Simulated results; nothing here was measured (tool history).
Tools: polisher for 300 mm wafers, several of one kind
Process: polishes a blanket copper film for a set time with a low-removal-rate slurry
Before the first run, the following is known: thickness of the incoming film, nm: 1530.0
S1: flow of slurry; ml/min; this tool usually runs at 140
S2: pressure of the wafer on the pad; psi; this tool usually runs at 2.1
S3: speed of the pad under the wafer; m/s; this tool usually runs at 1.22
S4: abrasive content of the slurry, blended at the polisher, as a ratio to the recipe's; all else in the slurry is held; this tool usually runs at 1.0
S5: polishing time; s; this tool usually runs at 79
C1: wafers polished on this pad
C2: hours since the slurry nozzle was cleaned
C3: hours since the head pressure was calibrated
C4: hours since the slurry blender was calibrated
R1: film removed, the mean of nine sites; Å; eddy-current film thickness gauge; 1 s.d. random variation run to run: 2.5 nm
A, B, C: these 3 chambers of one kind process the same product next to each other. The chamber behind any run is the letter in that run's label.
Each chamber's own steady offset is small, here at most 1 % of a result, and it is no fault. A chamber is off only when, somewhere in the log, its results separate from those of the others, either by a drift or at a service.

{"day": 0.246, "done": "chamber C: slurry blender recalibrated"}
{"run": "1C", "day": 0.262, "S1": 140, "S2": 2.1, "S3": 1.22, "S4": 1.0, "S5": 79, "C1": 175, "C2": 491.8, "C3": 421.8, "C4": 0.5, "R1": 1693.6}
{"run": "2B", "day": 0.454, "S1": 140, "S2": 2.1, "S3": 1.22, "S4": 1.0, "S5": 79, "C1": 531, "C2": 128.7, "C3": 317.6, "C4": 126.4, "R1": 1728.3}
{"run": "3A", "day": 0.633, "S1": 140, "S2": 2.1, "S3": 1.22, "S4": 1.0, "S5": 79, "C1": 724, "C2": 382.6, "C3": 466.8, "C4": 81.2, "R1": 1699.1}
{"run": "4C", "day": 0.904, "S1": 140, "S2": 2.1, "S3": 1.22, "S4": 1.0, "S5": 79, "C1": 316, "C2": 507.2, "C3": 437.2, "C4": 15.9, "R1": 1678.4}
{"run": "5B", "day": 1.212, "S1": 140, "S2": 2.1, "S3": 1.22, "S4": 1.0, "S5": 79, "C1": 698, "C2": 146.9, "C3": 335.8, "C4": 144.6, "R1": 1677.4}
{"run": "6A", "day": 1.554, "S1": 115, "S2": 2.1, "S3": 1.22, "S4": 1.0, "S5": 79, "C1": 927, "C2": 404.7, "C3": 488.9, "C4": 103.3, "R1": 1600.5}
{"run": "7C", "day": 1.788, "S1": 115, "S2": 2.1, "S3": 1.22, "S4": 1.0, "S5": 79, "C1": 511, "C2": 528.4, "C3": 458.4, "C4": 37.1, "R1": 1627.6}
{"day": 1.812, "done": "chamber B: slurry blender recalibrated"}
{"run": "8A", "day": 2.075, "S1": 115, "S2": 2.1, "S3": 1.22, "S4": 1.0, "S5": 79, "C1": 1042, "C2": 417.2, "C3": 501.4, "C4": 115.8, "R1": 1664.5}
{"day": 2.171, "done": "chamber A: slurry blender recalibrated"}
{"run": "9B", "day": 2.354, "S1": 140, "S2": 2.1, "S3": 1.22, "S4": 1.0, "S5": 79, "C1": 949, "C2": 174.3, "C3": 363.2, "C4": 13.1, "R1": 1693.3}
{"day": 2.442, "done": "chamber C: worn pad replaced by a new one"}
{"run": "10A", "day": 2.721, "S1": 140, "S2": 1.4, "S3": 1.22, "S4": 1.0, "S5": 79, "C1": 1184, "C2": 432.7, "C3": 516.9, "C4": 13.2, "R1": 1163.2}
{"run": "11C", "day": 3.025, "S1": 140, "S2": 1.4, "S3": 1.22, "S4": 1.0, "S5": 79, "C1": 128, "C2": 558.1, "C3": 488.1, "C4": 66.8, "R1": 1162.8}
{"day": 3.075, "done": "chamber B: worn pad replaced by a new one"}
{"run": "12B", "day": 3.208, "S1": 140, "S2": 1.4, "S3": 1.22, "S4": 1.0, "S5": 79, "C1": 29, "C2": 194.8, "C3": 383.7, "C4": 33.6, "R1": 1135.4}
{"run": "13C", "day": 3.483, "S1": 140, "S2": 2.1, "S3": 1.22, "S4": 1.0, "S5": 79, "C1": 229, "C2": 569.1, "C3": 499.1, "C4": 77.8, "R1": 1699.8}
{"run": "14A", "day": 3.846, "S1": 140, "S2": 2.1, "S3": 1.22, "S4": 1.0, "S5": 79, "C1": 1431, "C2": 459.7, "C3": 543.9, "C4": 40.2, "R1": 1716.0}
{"run": "15B", "day": 4.238, "S1": 140, "S2": 2.1, "S3": 1.22, "S4": 1.0, "S5": 79, "C1": 256, "C2": 219.5, "C3": 408.4, "C4": 58.3, "R1": 1718.4}
{"day": 4.35, "done": "chamber A: worn pad replaced by a new one"}
{"day": 4.383, "done": "chamber C: slurry blender recalibrated"}
{"run": "16C", "day": 4.471, "S1": 140, "S2": 2.1, "S3": 1.22, "S4": 1.0, "S5": 79, "C1": 446, "C2": 592.8, "C3": 522.8, "C4": 2.1, "R1": 1694.3}
{"run": "17A", "day": 4.771, "S1": 140, "S2": 2.1, "S3": 1.22, "S4": 1.0, "S5": 79, "C1": 93, "C2": 481.9, "C3": 566.1, "C4": 62.4, "R1": 1696.5}
{"run": "18B", "day": 4.967, "S1": 140, "S2": 2.1, "S3": 1.22, "S4": 1.0, "S5": 79, "C1": 416, "C2": 237.0, "C3": 425.9, "C4": 75.8, "R1": 1695.5}
{"run": "19C", "day": 5.292, "S1": 140, "S2": 2.1, "S3": 1.22, "S4": 1.0, "S5": 79, "C1": 627, "C2": 612.5, "C3": 542.5, "C4": 21.8, "R1": 1725.6}
{"run": "20A", "day": 5.575, "S1": 140, "S2": 2.1, "S3": 1.22, "S4": 1.0, "S5": 79, "C1": 270, "C2": 501.2, "C3": 585.4, "C4": 81.7, "R1": 1760.9}
{"day": 5.729, "done": "chamber C: worn pad replaced by a new one"}
{"run": "21B", "day": 5.892, "S1": 140, "S2": 2.1, "S3": 1.22, "S4": 1.0, "S5": 79, "C1": 620, "C2": 259.2, "C3": 448.1, "C4": 98.0, "R1": 1681.7}
{"run": "22A", "day": 6.117, "S1": 140, "S2": 2.1, "S3": 1.22, "S4": 1.0, "S5": 79, "C1": 389, "C2": 514.2, "C3": 598.4, "C4": 94.7, "R1": 1679.1}
{"run": "23B", "day": 6.5, "S1": 140, "S2": 2.1, "S3": 1.22, "S4": 1.0, "S5": 79, "C1": 754, "C2": 273.8, "C3": 462.7, "C4": 112.6, "R1": 1705.8}
{"run": "24C", "day": 6.829, "S1": 140, "S2": 2.1, "S3": 1.22, "S4": 1.0, "S5": 79, "C1": 242, "C2": 649.4, "C3": 579.4, "C4": 58.7, "R1": 1690.5}
{"day": 6.958, "done": "chamber A: slurry blender recalibrated"}
{"run": "25C", "day": 7.192, "S1": 140, "S2": 2.1, "S3": 1.22, "S4": 1.0, "S5": 79, "C1": 322, "C2": 658.1, "C3": 588.1, "C4": 67.4, "R1": 1698.9}
{"run": "26A", "day": 7.4, "S1": 140, "S2": 2.1, "S3": 1.22, "S4": 1.0, "S5": 79, "C1": 672, "C2": 545.0, "C3": 629.2, "C4": 10.6, "R1": 1712.6}
{"day": 7.496, "done": "chamber B: worn pad replaced by a new one"}
{"run": "27B", "day": 7.604, "S1": 140, "S2": 2.1, "S3": 1.22, "S4": 1.0, "S5": 79, "C1": 23, "C2": 300.3, "C3": 489.2, "C4": 139.1, "R1": 1683.2}
{"run": "28C", "day": 7.942, "S1": 140, "S2": 2.1, "S3": 1.22, "S4": 1.0, "S5": 79, "C1": 487, "C2": 676.1, "C3": 606.1, "C4": 85.4, "R1": 1750.6}
{"run": "29A", "day": 8.254, "S1": 140, "S2": 2.1, "S3": 1.22, "S4": 0.9, "S5": 79, "C1": 860, "C2": 565.5, "C3": 649.7, "C4": 31.1, "R1": 1668.5}
{"run": "30B", "day": 8.45, "S1": 140, "S2": 2.1, "S3": 1.22, "S4": 0.9, "S5": 79, "C1": 210, "C2": 320.6, "C3": 509.5, "C4": 159.4, "R1": 1650.9}
{"day": 8.521, "done": "chamber C: worn pad replaced by a new one"}
{"run": "31B", "day": 8.817, "S1": 140, "S2": 2.1, "S3": 1.22, "S4": 0.9, "S5": 79, "C1": 290, "C2": 329.4, "C3": 518.3, "C4": 168.2, "R1": 1651.1}
{"run": "32A", "day": 9.088, "S1": 140, "S2": 2.1, "S3": 1.22, "S4": 1.0, "S5": 79, "C1": 1043, "C2": 585.5, "C3": 669.7, "C4": 51.1, "R1": 1756.4}
{"day": 9.362, "done": "chamber B: slurry blender recalibrated"}
{"run": "33C", "day": 9.462, "S1": 140, "S2": 2.1, "S3": 1.22, "S4": 1.0, "S5": 79, "C1": 208, "C2": 712.6, "C3": 642.6, "C4": 121.9, "R1": 1726.1}
{"day": 9.642, "done": "chamber C: slurry blender recalibrated"}
{"day": 9.817, "done": "chamber A: worn pad replaced by a new one"}
{"run": "34B", "day": 9.829, "S1": 140, "S2": 2.1, "S3": 1.22, "S4": 1.0, "S5": 79, "C1": 513, "C2": 353.7, "C3": 542.6, "C4": 11.3, "R1": 1688.2}
{"run": "35A", "day": 10.012, "S1": 140, "S2": 2.1, "S3": 1.22, "S4": 1.0, "S5": 79, "C1": 43, "C2": 607.7, "C3": 691.9, "C4": 73.3, "R1": 1692.1}
{"run": "36C", "day": 10.317, "S1": 140, "S2": 2.1, "S3": 1.22, "S4": 1.0, "S5": 79, "C1": 396, "C2": 733.1, "C3": 663.1, "C4": 16.2, "R1": 1732.2}
{"day": 10.65, "done": "chamber B: slurry nozzle cleaned"}
{"run": "37B", "day": 10.721, "S1": 140, "S2": 2.1, "S3": 1.22, "S4": 1.0, "S5": 79, "C1": 710, "C2": 1.8, "C3": 564.0, "C4": 32.7, "R1": 1755.0}
{"run": "38A", "day": 10.971, "S1": 140, "S2": 2.1, "S3": 1.22, "S4": 1.0, "S5": 79, "C1": 254, "C2": 630.7, "C3": 714.9, "C4": 96.3, "R1": 1700.1}
{"day": 11.162, "done": "chamber A: slurry blender recalibrated"}
{"run": "39C", "day": 11.304, "S1": 140, "S2": 2.1, "S3": 1.22, "S4": 1.0, "S5": 79, "C1": 613, "C2": 756.8, "C3": 686.8, "C4": 39.9, "R1": 1692.8}
{"day": 11.312, "done": "chamber C: worn pad replaced by a new one"}
{"day": 11.5, "done": "chamber C: slurry nozzle cleaned"}
{"run": "40A", "day": 11.658, "S1": 140, "S2": 2.1, "S3": 1.22, "S4": 1.0, "S5": 79, "C1": 405, "C2": 647.2, "C3": 731.4, "C4": 11.9, "R1": 1750.6}
{"run": "41B", "day": 12.021, "S1": 140, "S2": 2.1, "S3": 1.22, "S4": 1.0, "S5": 79, "C1": 996, "C2": 33.0, "C3": 595.2, "C4": 63.9, "R1": 1702.6}
{"run": "42C", "day": 12.308, "S1": 120, "S2": 2.1, "S3": 1.22, "S4": 1.0, "S5": 79, "C1": 219, "C2": 19.4, "C3": 710.9, "C4": 64.0, "R1": 1649.1}
{"run": "43B", "day": 12.621, "S1": 120, "S2": 2.1, "S3": 1.22, "S4": 1.0, "S5": 79, "C1": 1128, "C2": 47.4, "C3": 609.6, "C4": 78.3, "R1": 1664.9}

Is one chamber off against the others, does the gauge drift, or is nothing wrong? If a chamber is off, say which, and what the likeliest cause is.

Nothing is wrong: each chamber keeps only its own small, steady offset and the gauge holds still.

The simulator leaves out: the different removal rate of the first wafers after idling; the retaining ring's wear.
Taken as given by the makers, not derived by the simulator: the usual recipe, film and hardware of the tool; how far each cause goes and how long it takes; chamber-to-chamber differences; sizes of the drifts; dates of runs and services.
